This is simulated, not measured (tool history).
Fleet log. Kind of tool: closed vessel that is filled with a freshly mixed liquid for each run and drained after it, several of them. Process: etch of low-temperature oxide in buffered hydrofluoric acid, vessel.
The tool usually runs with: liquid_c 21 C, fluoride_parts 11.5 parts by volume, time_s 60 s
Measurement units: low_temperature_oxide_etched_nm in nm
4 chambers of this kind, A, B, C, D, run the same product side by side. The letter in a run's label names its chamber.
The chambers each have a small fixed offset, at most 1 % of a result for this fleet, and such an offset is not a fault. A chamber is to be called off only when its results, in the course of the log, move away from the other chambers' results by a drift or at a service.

run	day	liquid_c	fluoride_parts	time_s	read-back film thickness of the low-temperature oxide reference wafer, read on the same gauge (nm)	low_temperature_oxide_etched_nm
1B	0.154	21	11.5	60	80	107.13
2D	0.267	21	11.5	60	80.029	107.55
3A	0.458	21	11.5	60	79.968	107.99
4C	0.575	21	11.5	60	80.002	105.79
5B	0.762	21	11.5	60	80.018	107.53
6A	0.888	21	11.5	60	80	106.46
7D	1.021	25	14.5	60	80.005	105.15
8C	1.158	25	14.5	60	79.975	107.03
9A	1.308	25	14.5	60	79.995	105.95
10B	1.512	25	14.5	60	79.989	107.74
11D	1.725	21	9	60	79.998	128.75
12C	1.946	21	9	60	80.033	131.27
13B	2.138	21	9	60	80.016	131.54
14A	2.262	21	9	60	79.994	130.44
15C	2.471	21	10	60	79.99	122.43
16D	2.567	21	10	60	80.04	121.87
17A	2.7	21	10	60	80.003	124.28
18D	2.808	21	10	60	79.99	120.53
19C	3.012	21	11.5	60	80.029	108.98
20B	3.229	18.5	11.5	80	79.968	127.35
21C	3.408	18.5	11.5	80	79.993	124.5
22A	3.588	18.5	11.5	80	80.002	123.48
23B	3.712	18.5	11.5	80	79.994	125.49
24D	3.917	21	11.5	60	80.001	107.09
25C	4.125	21	11.5	60	79.968	107.33
26A	4.288	21	11.5	60	79.962	106.81
27D	4.392	21	11.5	60	80.001	107.12
28B	4.512	21	11.5	60	80.018	108.7
29D	4.679	21	11.5	60	79.99	105.78
30C	4.8	21	11.5	60	80.006	108.99
31B	4.988	21	11.5	60	79.997	107.48
32A	5.183	21	11.5	60	80.005	108.86
33C	5.392	21	11.5	60	80.02	108.24
# day 5.408: chamber C: hydrofluoric acid flow meter replaced
34D	5.575	21	11.5	60	80.029	105.45
35B	5.729	21	11.5	60	79.996	109.37
36A	5.912	26	11.5	90	80.015	212.29
37C	6.029	26	11.5	90	79.981	211.76
38D	6.175	26	11.5	90	80.035	212.03
39B	6.338	26	11.5	90	79.964	212.95
40A	6.433	21	11.5	60	80.011	107.64
41D	6.646	21	11.5	60	79.971	106.81
42A	6.796	21	11.5	60	79.959	107.4
43C	6.979	23.5	11.5	60	79.99	123
44B	7.083	23.5	11.5	60	79.981	123.37

One chamber off, gauge drift, or nothing amiss beyond the chambers' own small offsets? If it is a chamber, which one, and what is the likeliest cause?

No chamber stands off beyond its own small offset, and the gauge holds steady.

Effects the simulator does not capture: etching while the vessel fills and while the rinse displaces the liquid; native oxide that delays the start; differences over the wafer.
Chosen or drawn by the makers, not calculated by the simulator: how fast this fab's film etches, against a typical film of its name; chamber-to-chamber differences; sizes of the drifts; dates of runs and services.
